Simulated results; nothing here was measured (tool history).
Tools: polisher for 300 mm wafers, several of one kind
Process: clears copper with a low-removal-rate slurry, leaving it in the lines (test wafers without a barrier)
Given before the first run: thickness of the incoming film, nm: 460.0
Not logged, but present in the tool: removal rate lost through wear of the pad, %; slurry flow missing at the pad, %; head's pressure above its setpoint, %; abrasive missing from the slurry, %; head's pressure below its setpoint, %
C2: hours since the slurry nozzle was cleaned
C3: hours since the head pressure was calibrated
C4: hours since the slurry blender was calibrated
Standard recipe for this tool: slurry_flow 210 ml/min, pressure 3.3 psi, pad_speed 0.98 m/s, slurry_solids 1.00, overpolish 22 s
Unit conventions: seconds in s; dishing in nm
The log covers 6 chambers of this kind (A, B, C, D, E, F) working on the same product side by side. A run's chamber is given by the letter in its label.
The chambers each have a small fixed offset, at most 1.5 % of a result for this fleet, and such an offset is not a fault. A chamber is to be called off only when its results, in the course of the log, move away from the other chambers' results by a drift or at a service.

Run 1F, day 0.358: usual settings; wafers polished on this pad 253; C2 543.2; C3 463.5; C4 82.2. Result: seconds 148.91 s, dishing 43.764 nm.
Run 2B, day 0.583: usual settings; wafers polished on this pad 1254; C2 94.7; C3 118.5; C4 26.3. Result: seconds 147.48 s, dishing 45.746 nm.
Run 3E, day 0.842: usual settings; wafers polished on this pad 451; C2 503.6; C3 28.5; C4 395.4. Result: seconds 150.26 s, dishing 47.276 nm.
Run 4C, day 1.079: usual settings; wafers polished on this pad 600; C2 213.2; C3 334.1; C4 125.1. Result: seconds 150.43 s, dishing 46.897 nm.
At day 1.242: chamber B: worn pad replaced by a new one.
Run 5D, day 1.267: usual settings but slurry_solids 1.25; wafers polished on this pad 459; C2 402.4; C3 742.8; C4 393.6. Result: seconds 143.10 s, dishing 47.897 nm.
Run 6A, day 1.592: usual settings but slurry_solids 1.25; wafers polished on this pad 274; C2 231.2; C3 1009.7; C4 347.0. Result: seconds 142.70 s, dishing 46.598 nm.
Run 7F, day 1.804: usual settings but slurry_solids 1.25; wafers polished on this pad 496; C2 577.9; C3 498.2; C4 116.9. Result: seconds 142.56 s, dishing 46.162 nm.
At day 2.071: chamber F: slurry blender recalibrated.
Run 8D, day 2.150: usual settings but slurry_solids 1.25; wafers polished on this pad 608; C2 423.6; C3 764.0; C4 414.8. Result: seconds 143.32 s, dishing 45.960 nm.
Run 9A, day 2.396: usual settings but slurry_solids 1.25; wafers polished on this pad 409; C2 250.5; C3 1029.0; C4 366.3. Result: seconds 147.66 s, dishing 46.436 nm.
At day 2.404: chamber C: worn pad replaced by a new one.
At day 2.488: chamber E: slurry blender recalibrated.
Run 10B, day 2.654: usual settings but slurry_solids 1.25; wafers polished on this pad 237; C2 144.4; C3 168.2; C4 76.0. Result: seconds 141.28 s, dishing 47.793 nm.
Run 11C, day 2.842: usual settings; wafers polished on this pad 73; C2 255.5; C3 376.4; C4 167.4. Result: seconds 150.96 s, dishing 44.950 nm.
At day 2.850: chamber A: worn pad replaced by a new one.
At day 2.912: chamber F: worn pad replaced by a new one.
At day 3.025: chamber C: slurry blender recalibrated.
Run 12E, day 3.050: usual settings; wafers polished on this pad 822; C2 556.6; C3 81.5; C4 13.5. Result: seconds 148.46 s, dishing 45.314 nm.
Run 13C, day 3.412: usual settings; wafers polished on this pad 169; C2 269.2; C3 390.1; C4 9.3. Result: seconds 149.91 s, dishing 45.674 nm.
Run 14A, day 3.708: usual settings; wafers polished on this pad 144; C2 282.0; C3 1060.5; C4 397.8. Result: seconds 150.00 s, dishing 44.523 nm.
Run 15E, day 3.954: usual settings; wafers polished on this pad 974; C2 578.3; C3 103.2; C4 35.2. Result: seconds 148.85 s, dishing 45.376 nm.
Run 16D, day 4.188: usual settings; wafers polished on this pad 950; C2 472.5; C3 812.9; C4 463.7. Result: seconds 153.85 s, dishing 44.466 nm.
At day 4.425: chamber E: worn pad replaced by a new one.
Run 17F, day 4.550: usual settings; wafers polished on this pad 275; C2 643.8; C3 564.1; C4 59.6. Result: seconds 145.09 s, dishing 45.481 nm.
Run 18B, day 4.821: usual settings; wafers polished on this pad 601; C2 196.4; C3 220.2; C4 128.0. Result: seconds 147.62 s, dishing 45.298 nm.
Run 19E, day 5.104: usual settings; wafers polished on this pad 114; C2 605.9; C3 130.8; C4 62.8. Result: seconds 151.35 s, dishing 44.631 nm.
At day 5.317: chamber A: slurry blender recalibrated.
Run 20C, day 5.375: usual settings; wafers polished on this pad 499; C2 316.3; C3 437.2; C4 56.4. Result: seconds 154.28 s, dishing 45.748 nm.
Run 21D, day 5.612: usual settings; wafers polished on this pad 1190; C2 506.7; C3 847.1; C4 497.9. Result: seconds 156.90 s, dishing 43.801 nm.
Run 22B, day 5.838: usual settings; wafers polished on this pad 772; C2 220.8; C3 244.6; C4 152.4. Result: seconds 148.42 s, dishing 46.443 nm.
At day 5.921: chamber F: slurry nozzle cleaned.
At day 5.950: chamber C: head pressure recalibrated.
Run 23F, day 6.208: usual settings; wafers polished on this pad 553; C2 7.0; C3 603.9; C4 99.4. Result: seconds 147.52 s, dishing 44.876 nm.
At day 6.221: chamber A: worn pad replaced by a new one.
At day 6.292: chamber D: worn pad replaced by a new one.
Run 24A, day 6.608: usual settings; wafers polished on this pad 65; C2 351.6; C3 1130.1; C4 31.0. Result: seconds 149.95 s, dishing 44.902 nm.
At day 6.817: chamber F: worn pad replaced by a new one.
Run 25E, day 6.825: usual settings; wafers polished on this pad 403; C2 647.2; C3 172.1; C4 104.1. Result: seconds 149.00 s, dishing 45.988 nm.
At day 7.000: chamber D: slurry blender recalibrated.
Run 26F, day 7.079: usual settings; wafers polished on this pad 44; C2 27.9; C3 624.8; C4 120.3. Result: seconds 148.85 s, dishing 44.630 nm.
At day 7.246: chamber A: slurry nozzle cleaned.
Run 27B, day 7.317: usual settings; wafers polished on this pad 1021; C2 256.3; C3 280.1; C4 187.9. Result: seconds 147.42 s, dishing 45.660 nm.
Run 28A, day 7.546: usual settings; wafers polished on this pad 222; C2 7.3; C3 1152.6; C4 53.5. Result: seconds 149.42 s, dishing 44.848 nm.
Run 29D, day 7.829: usual settings but overpolish 11 s; wafers polished on this pad 258; C2 559.9; C3 900.3; C4 19.9. Result: seconds 156.88 s, dishing 23.642 nm.
At day 7.979: chamber F: slurry blender recalibrated.
At day 8.029: chamber C: worn pad replaced by a new one.
Run 30C, day 8.142: usual settings but overpolish 11 s; wafers polished on this pad 19; C2 382.7; C3 52.7; C4 122.8. Result: seconds 151.33 s, dishing 25.012 nm.
At day 8.292: chamber B: slurry blender recalibrated.
Run 31B, day 8.417: usual settings but overpolish 11 s; wafers polished on this pad 1206; C2 282.7; C3 306.5; C4 3.1. Result: seconds 151.84 s, dishing 24.880 nm.
Run 32A, day 8.629: usual settings but overpolish 11 s; wafers polished on this pad 405; C2 33.3; C3 1178.6; C4 79.5. Result: seconds 151.34 s, dishing 24.420 nm.
Run 33D, day 9.038: usual settings but overpolish 11 s; wafers polished on this pad 461; C2 588.9; C3 929.3; C4 48.9. Result: seconds 157.14 s, dishing 24.093 nm.
At day 9.054: chamber A: worn pad replaced by a new one.
Run 34C, day 9.388: usual settings but overpolish 11 s; wafers polished on this pad 228; C2 412.6; C3 82.6; C4 152.7. Result: seconds 153.02 s, dishing 25.007 nm.
Run 35F, day 9.658: usual settings; wafers polished on this pad 477; C2 89.8; C3 686.7; C4 40.3. Result: seconds 148.99 s, dishing 45.341 nm.
Run 36E, day 10.017: usual settings; wafers polished on this pad 940; C2 723.8; C3 248.7; C4 180.7. Result: seconds 151.57 s, dishing 45.172 nm.
Run 37D, day 10.317: usual settings; wafers polished on this pad 676; C2 619.6; C3 960.0; C4 79.6. Result: seconds 159.85 s, dishing 44.069 nm.
Run 38A, day 10.692: usual settings; wafers polished on this pad 275; C2 82.8; C3 1228.1; C4 129.0. Result: seconds 151.51 s, dishing 44.403 nm.
At day 11.029: chamber E: worn pad replaced by a new one.
Run 39C, day 11.046: usual settings; wafers polished on this pad 507; C2 452.4; C3 122.4; C4 192.5. Result: seconds 152.77 s, dishing 45.348 nm.
Run 40E, day 11.242: usual settings; wafers polished on this pad 36; C2 753.2; C3 278.1; C4 210.1. Result: seconds 150.72 s, dishing 45.868 nm.

Has any chamber moved away from the others, gradually or after a service, or does the common gauge drift, or do the chambers differ only by their own small steady offsets? State the chamber and the most likely cause if one applies.

It is chamber D that slowly wanders off from its peers.
What lies behind it: head's pressure below its setpoint, % = 5.31.
From this log alone, it may not be told apart from: slurry flow missing at the pad, %.

Below are 4 candidate recipes for chamber D's next run, each the usual settings with a change, their results shown as question marks. Which of them brings D's results back in line with what the other chambers give on the usual settings?
To be in line, a result may differ from the other chambers' mean on the usual settings by at most: seconds 4.90 s; dishing 2.500 nm
Run 41D-1, day 11.533: usual settings but pressure 3.4 psi, pad_speed 1.02 m/s. Result: seconds ?, dishing ?.
Run 41D-2, day 11.533: usual settings but pressure 3.2 psi, pad_speed 0.94 m/s, overpolish 23 s. Result: seconds ?, dishing ?.
Run 41D-3, day 11.533: usual settings but pressure 3.1 psi, pad_speed 0.92 m/s, overpolish 23 s. Result: seconds ?, dishing ?.
Run 41D-4, day 11.533: usual settings but pressure 3.5 psi, pad_speed 1.04 m/s, overpolish 21 s. Result: seconds ?, dishing ?.

Average result of the remaining chambers running the usual settings: seconds 150.12 s; dishing 45.300 nm
  run  seconds  dishing
41D-1   149.10   46.335
41D-2   171.63   42.575
41D-3   180.93   40.636
41D-4   142.11   46.493
Change 41D-1 lands the chamber within the allowed miss of the other chambers.

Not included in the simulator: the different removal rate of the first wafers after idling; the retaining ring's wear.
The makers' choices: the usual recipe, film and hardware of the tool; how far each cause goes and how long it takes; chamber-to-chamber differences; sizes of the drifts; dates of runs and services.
